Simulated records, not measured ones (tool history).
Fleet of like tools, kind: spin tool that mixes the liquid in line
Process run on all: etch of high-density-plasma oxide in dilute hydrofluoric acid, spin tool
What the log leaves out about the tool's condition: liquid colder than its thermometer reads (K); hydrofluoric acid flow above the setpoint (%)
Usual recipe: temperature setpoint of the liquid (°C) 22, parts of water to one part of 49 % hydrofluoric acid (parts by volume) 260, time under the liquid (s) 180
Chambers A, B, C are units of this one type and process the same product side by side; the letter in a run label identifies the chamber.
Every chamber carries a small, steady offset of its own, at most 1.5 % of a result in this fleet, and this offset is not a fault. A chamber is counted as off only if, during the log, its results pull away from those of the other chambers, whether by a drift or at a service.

run	hour	temperature setpoint of the liquid (°C)	parts of water to one part of 49 % hydrofluoric acid (parts by volume)	time under the liquid (s)	hours since the thermometer was replaced	hours since the hydrofluoric acid flow meter was replaced	read-back film thickness of the high-density-plasma oxide reference wafer, read on the same gauge (nm)	thickness taken off the high-density-plasma oxide on a monitor wafer (angstrom)
1B	4.9	22	260	180	1910.6	1393.9	130.02	32.209
2C	14.2	22	260	180	1856.9	488.6	129.98	31.699
3A	25.1	22	260	180	1658.2	410.3	129.98	32.799
4B	30.7	22	260	180	1936.4	1419.7	129.96	32.249
5C	38.2	25	260	180	1880.9	512.6	130.01	35.757
6A	44.9	25	260	180	1678	430.1	129.95	36.203
7C	50.6	25	260	180	1893.3	525	129.99	35.314
8A	57.4	22	260	180	1690.5	442.6	130	32.224
9B	66.1	22	260	180	1971.8	1455.1	130.04	32.65
10C	76	22	260	180	1918.7	550.4	129.97	31.558
11A	83.5	22	260	180	1716.6	468.7	130.02	31.911
12B	93.4	22	260	180	1999.1	1482.4	130.02	32.183
13A	101.9	22	260	180	1735	487.1	129.98	31.726
14B	108.9	22	260	180	2014.6	1497.9	130.04	32.872
15C	118.5	22	260	180	1961.2	592.9	130.03	31.452
16A	125.2	22	260	180	1758.3	510.4	130.01	32.294
17C	135.3	22	375	180	1978	609.7	130	19.676
18B	146.1	22	375	180	2051.8	1535.1	129.97	20.464
19C	152.5	22	375	180	1995.2	626.9	130.05	19.439
20A	157.7	22	260	180	1790.8	542.9	129.99	32.566
21B	165	17.5	260	100	2070.7	1554	129.95	15.039
# hour 165.2: chamber C: hydrofluoric acid flow meter replaced
22C	176	17.5	260	100	2018.7	10.9	130.01	14.77
# hour 176.9: chamber B: hydrofluoric acid flow meter replaced
23A	184.5	17.5	260	100	1817.6	569.7	129.99	15.025
24B	189.9	22	260	180	2095.6	13.1	130.01	32.228
25B	199.4	22	260	180	2105.1	22.6	129.98	32.014
26A	210.1	22	260	180	1843.2	595.3	130.02	32.001
27C	215	22	260	180	2057.7	49.9	130	31.594
28A	224.8	22	260	180	1857.9	610	129.99	32.302

Does one chamber stand apart from the rest, does the shared gauge drift, or is all well apart from small per-chamber offsets? Give the chamber and the most likely cause, where there is one.

All chambers stay in line apart from their small fixed offsets, and the gauge does not drift.

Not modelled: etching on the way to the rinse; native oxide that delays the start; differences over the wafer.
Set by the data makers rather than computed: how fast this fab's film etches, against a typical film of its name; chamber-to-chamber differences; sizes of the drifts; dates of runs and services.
